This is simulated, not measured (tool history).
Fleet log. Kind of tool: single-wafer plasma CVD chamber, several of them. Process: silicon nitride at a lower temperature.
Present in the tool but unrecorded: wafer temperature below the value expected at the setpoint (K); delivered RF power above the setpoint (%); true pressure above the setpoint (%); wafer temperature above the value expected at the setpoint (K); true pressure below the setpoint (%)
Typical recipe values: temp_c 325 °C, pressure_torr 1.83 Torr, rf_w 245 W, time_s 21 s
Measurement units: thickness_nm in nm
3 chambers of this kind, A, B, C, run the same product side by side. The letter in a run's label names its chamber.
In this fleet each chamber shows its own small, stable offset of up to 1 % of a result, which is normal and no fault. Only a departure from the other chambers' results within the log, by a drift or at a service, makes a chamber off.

run   hour  temp_c  pressure_torr  rf_w  time_s  hours since the last thermocouple change  hours since the last RF generator calibration  hours since the last manometer calibration  read-back reference wafer on the same gauge, thickness_nm  thickness_nm
 1C    5.7     325           1.83   245      21                                     253.9                                         1421.4                                      1810.8                                                     21.907        22.512
 2B   15.2     325           1.83   245      21                                     793.5                                          363.2                                      3274.5                                                     21.897        22.660
 3A   22.3     325           1.83   245      21                                    1119.0                                         1163.8                                       834.5                                                     21.905        22.343
 4A   30.5     325           1.83   245      21                                    1127.2                                         1172.0                                       842.7                                                     21.916        22.277
      35.7  -- chamber B: capacitance manometer re-zeroed and calibrated
 5B   37.8     325           1.83   245      21                                     816.1                                          385.8                                         2.2                                                     21.914        22.646
 6C   45.6     325           1.83   245      21                                     293.8                                         1461.3                                      1850.7                                                     21.882        22.400
 7A   51.5     325           1.83   245      21                                    1148.2                                         1193.0                                       863.7                                                     21.902        22.351
 8B   58.4     325           1.83   245      21                                     836.7                                          406.4                                        22.8                                                     21.905        22.608
 9C   66.4     325           1.53   245      21                                     314.6                                         1482.1                                      1871.5                                                     21.881        21.491
10B   75.6     325           1.53   245      21                                     853.9                                          423.6                                        40.0                                                     21.900        21.526
11C   80.7     325           1.53   245      21                                     328.9                                         1496.4                                      1885.8                                                     21.904        21.438
12A   89.5     325           1.83   245      21                                    1186.2                                         1231.0                                       901.7                                                     21.888        22.534
13C   95.7     325           1.83   245      21                                     343.9                                         1511.4                                      1900.8                                                     21.898        22.557
14B  105.3     325           1.83   245      21                                     883.6                                          453.3                                        69.7                                                     21.894        22.563
15A  112.2     325           1.83   245      21                                    1208.9                                         1253.7                                       924.4                                                     21.910        22.352
16A  123.7     325           1.83   245      21                                    1220.4                                         1265.2                                       935.9                                                     21.899        22.334
17C  132.9     325           1.83   245      21                                     381.1                                         1548.6                                      1938.0                                                     21.898        22.647
18B  143.3     325           1.83   245      21                                     921.6                                          491.3                                       107.7                                                     21.889        22.655
19B  152.1     325           1.83   245      21                                     930.4                                          500.1                                       116.5                                                     21.900        22.717
20C  162.7     325           1.83   245      21                                     410.9                                         1578.4                                      1967.8                                                     21.901        22.417
21A  174.0     325           1.83   245      21                                    1270.7                                         1315.5                                       986.2                                                     21.897        22.354
22C  181.3     325           1.83   245      21                                     429.5                                         1597.0                                      1986.4                                                     21.912        22.498
23B  189.8     325           1.83   245      21                                     968.1                                          537.8                                       154.2                                                     21.907        22.622
24A  196.2     325           1.83   245      21                                    1292.9                                         1337.7                                      1008.4                                                     21.899        22.423

For the next run the whole fleet of 3 chambers uses the same settings. Give each chamber's results:
25A  204.6     325           1.83   245      21                                                                                                                                                                                                             ?
25B  204.6     325           1.83   245      21                                                                                                                                                                                                             ?
25C  204.6     325           1.83   245      21                                                                                                                                                                                                             ?

run  thickness_nm
25A        22.240
25B        22.614
25C        22.464

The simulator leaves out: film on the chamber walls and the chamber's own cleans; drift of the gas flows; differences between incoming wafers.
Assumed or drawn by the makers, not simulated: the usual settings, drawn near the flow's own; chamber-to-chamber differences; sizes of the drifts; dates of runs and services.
